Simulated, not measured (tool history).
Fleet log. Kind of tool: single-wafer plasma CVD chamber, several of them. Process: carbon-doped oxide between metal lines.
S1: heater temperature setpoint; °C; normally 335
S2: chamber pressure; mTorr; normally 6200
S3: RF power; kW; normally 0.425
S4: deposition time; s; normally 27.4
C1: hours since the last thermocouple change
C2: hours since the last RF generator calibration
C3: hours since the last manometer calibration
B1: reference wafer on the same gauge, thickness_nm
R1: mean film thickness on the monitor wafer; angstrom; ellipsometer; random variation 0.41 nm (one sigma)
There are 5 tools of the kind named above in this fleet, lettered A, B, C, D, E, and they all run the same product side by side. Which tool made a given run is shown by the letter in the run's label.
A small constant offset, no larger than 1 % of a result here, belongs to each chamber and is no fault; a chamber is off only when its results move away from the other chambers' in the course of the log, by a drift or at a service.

Run 1D, hour 7.3: usual settings; C1 448.4; C2 1789.7; C3 1182.4; B1 154.20. Result: R1 1347.1 angstrom.
Run 2C, hour 18.0: usual settings; C1 101.9; C2 1088.6; C3 1053.2; B1 154.07. Result: R1 1345.2 angstrom.
At hour 21.9: chamber C: capacitance manometer re-zeroed and calibrated.
Run 3E, hour 24.8: usual settings; C1 1297.6; C2 2064.0; C3 343.7; B1 153.97. Result: R1 1344.5 angstrom.
Run 4B, hour 31.0: usual settings; C1 505.2; C2 803.9; C3 869.3; B1 153.97. Result: R1 1338.2 angstrom.
Run 5A, hour 39.3: usual settings; C1 318.3; C2 549.1; C3 736.7; B1 154.08. Result: R1 1341.8 angstrom.
Run 6A, hour 48.4: usual settings; C1 327.4; C2 558.2; C3 745.8; B1 153.92. Result: R1 1342.7 angstrom.
Run 7C, hour 54.8: usual settings; C1 138.7; C2 1125.4; C3 32.9; B1 154.03. Result: R1 1342.7 angstrom.
Run 8D, hour 63.3: usual settings; C1 504.4; C2 1845.7; C3 1238.4; B1 154.06. Result: R1 1356.6 angstrom.
Run 9E, hour 69.2: usual settings; C1 1342.0; C2 2108.4; C3 388.1; B1 154.05. Result: R1 1341.8 angstrom.
At hour 74.0: chamber D: RF generator calibrated.
Run 10B, hour 74.3: usual settings; C1 548.5; C2 847.2; C3 912.6; B1 153.97. Result: R1 1333.3 angstrom.
Run 11E, hour 83.5: usual settings; C1 1356.3; C2 2122.7; C3 402.4; B1 154.01. Result: R1 1345.3 angstrom.
Run 12C, hour 89.2: usual settings but S3 0.365 kW, S4 24.5 s; C1 173.1; C2 1159.8; C3 67.3; B1 154.01. Result: R1 1063.4 angstrom.
At hour 97.7: chamber E: RF generator calibrated.
Run 13B, hour 99.2: usual settings but S3 0.365 kW, S4 24.5 s; C1 573.4; C2 872.1; C3 937.5; B1 154.00. Result: R1 1065.4 angstrom.
Run 14A, hour 109.4: usual settings but S3 0.365 kW, S4 24.5 s; C1 388.4; C2 619.2; C3 806.8; B1 154.06. Result: R1 1068.4 angstrom.
Run 15D, hour 119.1: usual settings but S3 0.365 kW, S4 24.5 s; C1 560.2; C2 45.2; C3 1294.2; B1 153.91. Result: R1 1079.9 angstrom.
Run 16A, hour 124.2: usual settings but S3 0.365 kW, S4 24.5 s; C1 403.2; C2 634.0; C3 821.6; B1 153.97. Result: R1 1073.3 angstrom.
Run 17C, hour 130.5: usual settings; C1 214.4; C2 1201.1; C3 108.6; B1 154.01. Result: R1 1315.4 angstrom.
Run 18B, hour 138.2: usual settings; C1 612.4; C2 911.1; C3 976.5; B1 154.02. Result: R1 1335.5 angstrom.
Run 19D, hour 149.2: usual settings; C1 590.3; C2 75.3; C3 1324.3; B1 154.00. Result: R1 1363.5 angstrom.
Run 20E, hour 154.7: usual settings; C1 1427.5; C2 57.1; C3 473.6; B1 154.11. Result: R1 1350.4 angstrom.
Run 21B, hour 162.0: usual settings but S1 326 °C, S2 6920 mTorr; C1 636.2; C2 934.9; C3 1000.3; B1 154.00. Result: R1 1389.5 angstrom.
Run 22E, hour 170.5: usual settings but S1 326 °C, S2 6920 mTorr; C1 1443.3; C2 72.9; C3 489.4; B1 154.08. Result: R1 1395.3 angstrom.
At hour 172.5: chamber D: capacitance manometer re-zeroed and calibrated.
Run 23D, hour 178.4: usual settings but S1 326 °C, S2 6920 mTorr; C1 619.5; C2 104.5; C3 5.9; B1 153.97. Result: R1 1411.4 angstrom.
Run 24C, hour 185.2: usual settings but S1 326 °C, S2 6920 mTorr; C1 269.1; C2 1255.8; C3 163.3; B1 153.96. Result: R1 1362.5 angstrom.
At hour 193.6: chamber E: thermocouple changed; heater temperature recalibrated.
Run 25A, hour 194.9: usual settings but S1 326 °C, S2 6920 mTorr; C1 473.9; C2 704.7; C3 892.3; B1 154.18. Result: R1 1386.4 angstrom.
Run 26D, hour 199.9: usual settings; C1 641.0; C2 126.0; C3 27.4; B1 153.96. Result: R1 1356.3 angstrom.
Run 27A, hour 209.0: usual settings; C1 488.0; C2 718.8; C3 906.4; B1 153.85. Result: R1 1345.3 angstrom.
Run 28C, hour 216.3: usual settings; C1 300.2; C2 1286.9; C3 194.4; B1 153.93. Result: R1 1301.5 angstrom.
Run 29B, hour 224.9: usual settings but S2 7380 mTorr; C1 699.1; C2 997.8; C3 1063.2; B1 154.05. Result: R1 1352.5 angstrom.
Run 30E, hour 229.8: usual settings but S2 7380 mTorr; C1 36.3; C2 132.2; C3 548.7; B1 154.05. Result: R1 1363.0 angstrom.
Run 31E, hour 234.9: usual settings but S2 7380 mTorr; C1 41.4; C2 137.3; C3 553.8; B1 153.97. Result: R1 1366.6 angstrom.
Run 32A, hour 244.3: usual settings but S2 7380 mTorr; C1 523.3; C2 754.1; C3 941.7; B1 153.94. Result: R1 1350.8 angstrom.
Run 33C, hour 249.8: usual settings but S2 7380 mTorr; C1 333.7; C2 1320.4; C3 227.9; B1 153.90. Result: R1 1315.7 angstrom.
Run 34B, hour 254.6: usual settings; C1 728.8; C2 1027.5; C3 1092.9; B1 153.98. Result: R1 1335.0 angstrom.
Run 35D, hour 260.9: usual settings; C1 702.0; C2 187.0; C3 88.4; B1 153.98. Result: R1 1349.2 angstrom.
Run 36D, hour 267.3: usual settings; C1 708.4; C2 193.4; C3 94.8; B1 153.96. Result: R1 1356.6 angstrom.
Run 37E, hour 273.0: usual settings but S1 326 °C; C1 79.5; C2 175.4; C3 591.9; B1 153.98. Result: R1 1393.5 angstrom.
Run 38B, hour 283.6: usual settings but S1 326 °C; C1 757.8; C2 1056.5; C3 1121.9; B1 153.89. Result: R1 1377.0 angstrom.
Run 39A, hour 292.7: usual settings but S1 326 °C; C1 571.7; C2 802.5; C3 990.1; B1 153.89. Result: R1 1378.0 angstrom.
Run 40C, hour 299.6: usual settings but S1 326 °C; C1 383.5; C2 1370.2; C3 277.7; B1 154.02. Result: R1 1326.1 angstrom.
Run 41E, hour 306.0: usual settings but S1 326 °C; C1 112.5; C2 208.4; C3 624.9; B1 154.03. Result: R1 1394.4 angstrom.

Predict what each chamber gives when all 5 of them run the settings below next.
Run 42A, hour 313.8: usual settings but S2 5140 mTorr. Result: R1 ?.
Run 42B, hour 313.8: usual settings but S2 5140 mTorr. Result: R1 ?.
Run 42C, hour 313.8: usual settings but S2 5140 mTorr. Result: R1 ?.
Run 42D, hour 313.8: usual settings but S2 5140 mTorr. Result: R1 ?.
Run 42E, hour 313.8: usual settings but S2 5140 mTorr. Result: R1 ?.

run      R1
42A  1310.8
42B  1303.8
42C  1253.4
42D  1330.3
42E  1327.1

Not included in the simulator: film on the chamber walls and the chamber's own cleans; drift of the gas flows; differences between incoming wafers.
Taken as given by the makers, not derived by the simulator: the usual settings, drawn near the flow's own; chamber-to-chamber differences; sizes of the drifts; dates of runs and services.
